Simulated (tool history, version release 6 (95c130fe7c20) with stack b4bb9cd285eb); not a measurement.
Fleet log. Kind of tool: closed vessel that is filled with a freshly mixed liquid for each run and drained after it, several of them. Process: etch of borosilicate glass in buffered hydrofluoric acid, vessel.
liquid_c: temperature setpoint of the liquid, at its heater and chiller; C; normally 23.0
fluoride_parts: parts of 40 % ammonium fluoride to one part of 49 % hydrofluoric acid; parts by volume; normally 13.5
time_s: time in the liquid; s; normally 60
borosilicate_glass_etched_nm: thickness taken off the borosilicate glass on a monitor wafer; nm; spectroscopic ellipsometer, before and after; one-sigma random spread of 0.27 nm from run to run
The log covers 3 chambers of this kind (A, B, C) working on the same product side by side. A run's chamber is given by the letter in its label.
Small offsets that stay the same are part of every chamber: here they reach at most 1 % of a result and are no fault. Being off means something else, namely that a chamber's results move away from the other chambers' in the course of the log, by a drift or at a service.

run   hour  liquid_c  fluoride_parts  time_s  hours since the thermometer was replaced  hours since the hydrofluoric acid flow meter was replaced  read-back film thickness of the borosilicate glass reference wafer, read on the same gauge (nm)  borosilicate_glass_etched_nm
 1C    5.2      23.0            13.5      60                                     476.8                                                      715.1                                                                                          100.010                        52.960
 2B    9.1      23.0            13.5      60                                    1021.3                                                      971.2                                                                                          100.020                        52.218
 3A   17.0      23.0            13.5      60                                    1406.2                                                      470.8                                                                                           99.972                        52.085
 4C   21.2      23.0            13.5      60                                     492.8                                                      731.1                                                                                          100.010                        52.764
 5B   25.7      23.0            13.5      60                                    1037.9                                                      987.8                                                                                           99.989                        52.667
 6A   32.9      23.0            13.5      60                                    1422.1                                                      486.7                                                                                           99.978                        52.225
 7C   39.9      23.0            13.5      60                                     511.5                                                      749.8                                                                                          100.020                        52.606
 8B   46.2      20.0            13.5      60                                    1058.4                                                     1008.3                                                                                           99.991                        44.675
 9A   50.9      20.0            13.5      60                                    1440.1                                                      504.7                                                                                           99.984                        44.420
10B   56.5      20.0            13.5      60                                    1068.7                                                     1018.6                                                                                          100.020                        44.710
11A   61.2      23.0            13.5      60                                    1450.4                                                      515.0                                                                                           99.989                        51.993
12C   66.3      21.0            13.5      60                                     537.9                                                      776.2                                                                                          100.000                        47.304
13A   74.1      21.0            13.5      60                                    1463.3                                                      527.9                                                                                           99.981                        46.741
14B   78.9      21.0            13.5      60                                    1091.1                                                     1041.0                                                                                           99.981                        47.123
15C   85.7      23.0            13.5      60                                     557.3                                                      795.6                                                                                           99.997                        52.507
16A   91.6      23.0            13.5      60                                    1480.8                                                      545.4                                                                                          100.000                        52.082
17B   98.6      23.0            13.5      60                                    1110.8                                                     1060.7                                                                                          100.000                        52.464
18C  103.0      23.0            13.5      60                                     574.6                                                      812.9                                                                                          100.010                        52.831
19A  110.8      23.0            13.5      60                                    1500.0                                                      564.6                                                                                           99.999                        51.648
20B  115.3      23.0            13.5      60                                    1127.5                                                     1077.4                                                                                          100.020                        51.850
21C  122.9      23.0            13.5      60                                     594.5                                                      832.8                                                                                           99.995                        52.610
22B  126.8      23.0            13.5      60                                    1139.0                                                     1088.9                                                                                           99.998                        52.947
23C  133.9      23.0            13.5      60                                     605.5                                                      843.8                                                                                           99.995                        52.854
24A  137.6      23.0            13.5      60                                    1526.8                                                      591.4                                                                                          100.000                        51.477
25A  144.3      23.0            13.5      60                                    1533.5                                                      598.1                                                                                          100.000                        51.087
26B  147.9      23.0            13.5      60                                    1160.1                                                     1110.0                                                                                           99.982                        52.199
27C  154.9      25.5            13.5      60                                     626.5                                                      864.8                                                                                          100.000                        59.688
28C  159.6      25.5            13.5      60                                     631.2                                                      869.5                                                                                           99.980                        60.384
29A  167.3      25.5            13.5      60                                    1556.5                                                      621.1                                                                                           99.981                        57.803
30B  175.1      23.0            13.5      60                                    1187.3                                                     1137.2                                                                                          100.010                        52.453
31A  178.7      23.0            13.5      60                                    1567.9                                                      632.5                                                                                          100.010                        50.403
32B  183.9      23.0            13.5      60                                    1196.1                                                     1146.0                                                                                          100.010                        52.684
33C  190.8      23.0            13.5      60                                     662.4                                                      900.7                                                                                          100.010                        52.807
34C  198.6      23.0            13.5      60                                     670.2                                                      908.5                                                                                          100.050                        52.730
35A  204.0      23.0            13.5      60                                    1593.2                                                      657.8                                                                                          100.000                        49.920
36B  211.1      19.0            13.5      40                                    1223.3                                                     1173.2                                                                                          100.020                        28.148
37A  217.0      19.0            13.5      40                                    1606.2                                                      670.8                                                                                          100.000                        26.375
38C  224.8      19.0            13.5      40                                     696.4                                                      934.7                                                                                           99.986                        28.204
39B  230.7      23.0            13.5      60                                    1242.9                                                     1192.8                                                                                           99.979                        52.554
40A  235.4      21.0            13.5      60                                    1624.6                                                      689.2                                                                                          100.000                        43.873
41C  243.0      21.0            13.5      60                                     714.6                                                      952.9                                                                                          100.010                        47.182
42B  250.8      21.0            13.5      60                                    1263.0                                                     1212.9                                                                                          100.010                        47.358

Which is it: a chamber that has drifted or been left off by a service, a gauge drift common to all chambers, or only each chamber's usual small offset? If a chamber is off, name it and its likeliest cause.

One chamber, A, drifts off from the rest bit by bit.
What lies behind it: hydrofluoric acid flow below the setpoint (%) = 6.79.
The log may not tell that from: liquid colder than its thermometer reads (K).

Here are 4 candidates for chamber A's next run, each the usual settings with a change, their results left as question marks. Which one brings its results back in line with what the others give on the usual settings?
A result is in line if it is within this distance of the other chambers' mean on the usual settings: borosilicate_glass_etched_nm 0.950 nm
43A-1  256.4      22.5            14.0      55                                                                                                                                                                                                                                   ?
43A-2  256.4      21.5            13.5      60                                                                                                                                                                                                                                   ?
43A-3  256.4      23.0            13.5      65                                                                                                                                                                                                                                   ?
43A-4  256.4      23.5            13.0      65                                                                                                                                                                                                                                   ?

The mean the other chambers reach with the usual settings: borosilicate_glass_etched_nm 52.552 nm
  run  borosilicate_glass_etched_nm
43A-1                        41.896
43A-2                        44.830
43A-3                        52.739
43A-4                        56.208
The right change is 43A-3: it brings the chamber back within the allowed miss of the others.
